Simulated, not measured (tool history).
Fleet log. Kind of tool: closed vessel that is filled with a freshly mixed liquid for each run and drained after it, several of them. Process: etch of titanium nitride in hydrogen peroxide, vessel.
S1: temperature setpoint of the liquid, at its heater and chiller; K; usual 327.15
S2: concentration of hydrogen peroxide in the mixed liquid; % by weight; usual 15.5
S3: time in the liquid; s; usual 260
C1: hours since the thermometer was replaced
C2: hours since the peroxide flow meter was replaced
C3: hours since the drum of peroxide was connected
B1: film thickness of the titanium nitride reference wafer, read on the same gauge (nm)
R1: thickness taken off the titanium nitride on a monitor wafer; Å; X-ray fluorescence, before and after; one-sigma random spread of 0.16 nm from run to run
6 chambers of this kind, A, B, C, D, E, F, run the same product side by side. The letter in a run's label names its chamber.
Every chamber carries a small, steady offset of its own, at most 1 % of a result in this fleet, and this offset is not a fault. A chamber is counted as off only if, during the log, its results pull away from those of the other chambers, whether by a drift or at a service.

run     day      S1    S2   S3      C1      C2      C3      B1      R1
 1E   0.367  327.15  15.5  260     571  1700.5   383.4  80.004  208.72
 2A   0.679  327.15  15.5  260  1283.3   809.5   381.2  80.031  206.77
 3D   1.029  327.15  15.5  260  1537.1   535.6   723.2  79.953  208.98
 4C   1.321  327.15  15.5  260  2514.3  1139.7     381  79.992  209.58
 5B   1.796  327.15  15.5  260   774.5   583.9   303.8  79.976  206.07
 6F   2.067  327.15  15.5  260   391.7    84.1  1077.5   79.98  210.44
      2.158  -- chamber B: peroxide flow meter replaced
 7F   2.496  327.15  15.5  260     402    94.4  1087.8  80.058  207.52
 8C   2.871  327.15  15.5  260  2551.5  1176.9   418.2  79.983  208.98
 9B   3.167  330.15  15.5  325   807.4    24.3   336.7  79.999  321.72
10D   3.633  330.15  15.5  325  1599.6   598.1   785.7  80.019  322.61
11E   4.108  330.15  15.5  325   660.8  1790.3   473.2  79.971  325.65
12A   4.504  330.15  15.5  325  1375.1   901.3     473  79.989  319.04
13C   4.929  330.15  15.5  325  2600.9  1226.3   467.6  79.997  322.48
      5.012  -- chamber D: new drum of peroxide connected
14D   5.267  330.15  15.5  325  1638.8   637.3     6.2  80.003   324.2
15A   5.529  327.15  15.5  335  1399.7   925.9   497.6  80.018  264.58
      5.692  -- chamber F: new drum of peroxide connected
16B   5.792  327.15  15.5  335   870.4    87.3   399.7  79.985  263.49
17F   6.004  327.15  15.5  335   486.2   178.6     7.6  79.996  265.04
18E   6.433  327.15  15.5  335   716.6  1846.1     529  80.004  271.46
19C   6.762  327.15  15.5  335  2644.9  1270.3   511.6  80.043  272.74
20A   7.096  327.15  15.5  335  1437.3   963.5   535.2  79.978  267.89
21E   7.575  327.15  15.5  260     744  1873.5   556.4  80.006  214.27
22D   7.879  327.15  15.5  260  1701.5     700    68.9  79.941  207.77
23B   8.104  327.15  15.5  260   925.9   142.8   455.2  79.993  205.57
      8.438  -- chamber C: thermometer replaced
24F   8.492  327.15  15.5  260   545.9   238.3    67.3  80.009  209.63
25F   8.875  327.15  15.5  260   555.1   247.5    76.5  80.035  208.14
26E   9.192  323.15  15.5  355   782.8  1912.3   595.2  80.019  214.03
27B   9.488  323.15  15.5  355   959.1     176   488.4  79.986  211.68
28D   9.762  323.15  15.5  355  1746.7   745.2   114.1  80.003  215.66
29C  10.092  323.15  15.5  355    39.8  1350.2   591.5  79.948  213.91
30A  10.517  323.15  15.5  355  1519.4  1045.6   617.3  79.953  214.54
31B  10.871  323.15  15.5  355   992.3   209.2   521.6  79.962  209.35
32E  11.238  327.15  15.5  260   831.9  1961.4   644.3  80.014  208.82
33F  11.692  323.65  15.5  355   622.7   315.1   144.1  80.001  222.33
34D  11.917  323.65  15.5  355  1798.4   796.9   165.8  80.047  221.14
35A  12.129  323.65  15.5  355  1558.1  1084.3     656  80.007   217.6
36C   12.45  323.65  15.5  355    96.4  1406.8   648.1  79.952   224.4
37D  12.896  323.65  15.5  355  1821.9   820.4   189.3  79.998  224.86
38C  13.317  323.65  15.5  355   117.2  1427.6   668.9  80.002  224.01
39E  13.546  327.15  15.5  260   887.3  2016.8   699.7   80.04  207.83
40B  13.888  327.15  15.5  260  1064.7   281.6     594  79.983  200.56
41A  14.117  327.15  15.5  260  1605.8    1132   703.7  79.972  205.13
42F  14.525  327.15  15.5  260   690.7   383.1   212.1  80.031  207.04
43D  14.733  322.15    12  260    1866   864.5   233.4  80.004   139.3
44A  15.212  322.15    12  260  1632.1  1158.3     730  80.018  135.63

One chamber off, gauge drift, or nothing amiss beyond the chambers' own small offsets? If it is a chamber, which one, and what is the likeliest cause?

It is chamber B that slowly wanders off from its peers.
Likeliest cause: liquid colder than its thermometer reads (K) = 0.583.

Which of the 4 candidates below, each the usual settings with something changed and its results left as question marks, puts chamber B back in line with what the other chambers give on the usual settings?
Counts as in line when no further than this from what the other chambers average on the usual settings: R1 5.5 Å
45B-1  15.554  327.15  18.5  260                   ?
45B-2  15.554  326.65  15.5  260                   ?
45B-3  15.554  327.15  15.5  240                   ?
45B-4  15.554  327.15  15.5  285                   ?

Other chambers, usual settings, mean: R1 209 Å
  run      R1
45B-1  208.39
45B-2  193.65
45B-3   185.2
45B-4  219.93
Change 45B-1 lands the chamber within the allowed miss of the other chambers.
